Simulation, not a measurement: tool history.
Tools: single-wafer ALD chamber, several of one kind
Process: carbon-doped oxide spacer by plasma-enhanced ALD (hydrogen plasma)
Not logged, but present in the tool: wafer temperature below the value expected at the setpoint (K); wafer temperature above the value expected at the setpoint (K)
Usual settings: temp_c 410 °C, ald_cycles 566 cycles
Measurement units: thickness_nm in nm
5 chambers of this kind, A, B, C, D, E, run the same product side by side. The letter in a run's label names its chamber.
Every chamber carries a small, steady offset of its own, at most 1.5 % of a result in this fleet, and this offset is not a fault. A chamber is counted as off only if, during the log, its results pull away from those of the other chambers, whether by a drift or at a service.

run	day	temp_c	ald_cycles	hours since the last thermocouple change	read-back reference wafer on the same gauge, thickness_nm	thickness_nm
1D	0.196	410	566	2754.4	25.798	27.661
2A	0.329	410	566	531.3	25.796	27.165
3E	0.438	410	566	1137.0	25.789	27.554
4C	0.667	410	566	1156.6	25.778	27.433
5B	0.900	410	566	1189.3	25.785	27.459
6E	1.008	410	566	1150.7	25.780	27.544
7D	1.158	410	566	2777.5	25.787	27.622
8C	1.371	410	566	1173.5	25.768	27.352
9A	1.479	410	566	558.9	25.775	27.122
10B	1.658	410	566	1207.5	25.772	27.436
11C	1.858	410	566	1185.2	25.765	27.374
12D	1.983	410	566	2797.3	25.761	27.631
13B	2.121	410	566	1218.6	25.758	27.397
14E	2.346	410	566	1182.8	25.756	27.574
15A	2.462	410	566	582.5	25.751	27.058
16E	2.658	410	566	1190.3	25.755	27.519
17A	2.838	410	566	591.5	25.741	27.131
18C	3.008	410	566	1212.8	25.742	27.399
# day 3.112: chamber D: thermocouple changed; heater temperature recalibrated
19D	3.154	410	566	1.0	25.740	27.592
20B	3.321	410	566	1247.4	25.733	27.416
21E	3.538	422	510	1211.4	25.734	23.893
22B	3.733	422	510	1257.3	25.729	23.772
23A	3.967	422	510	618.6	25.727	23.485
24D	4.121	422	510	24.2	25.719	23.889
25C	4.329	422	510	1244.5	25.718	23.720
26C	4.538	410	566	1249.5	25.715	27.323
27E	4.733	410	566	1240.1	25.705	27.457
28A	4.954	410	566	642.3	25.705	27.051
29D	5.162	410	566	49.2	25.706	27.531
30B	5.325	410	634	1295.5	25.698	30.630
31A	5.458	410	634	654.4	25.698	30.321
32D	5.583	410	634	59.3	25.689	30.831
33B	5.692	410	634	1304.3	25.693	30.642
34C	5.862	410	634	1281.3	25.687	30.588

Decide between three cases: one chamber stands off from its peers, the gauge reading all wafers drifts, or nothing is wrong past each chamber's small offset. Where a chamber is off, say which and what most likely put it there.

It is the gauge, not a chamber: its drift shows up in every chamber's results at once, and no chamber is off.
Cause: gauge reads low (%) = 0.453.
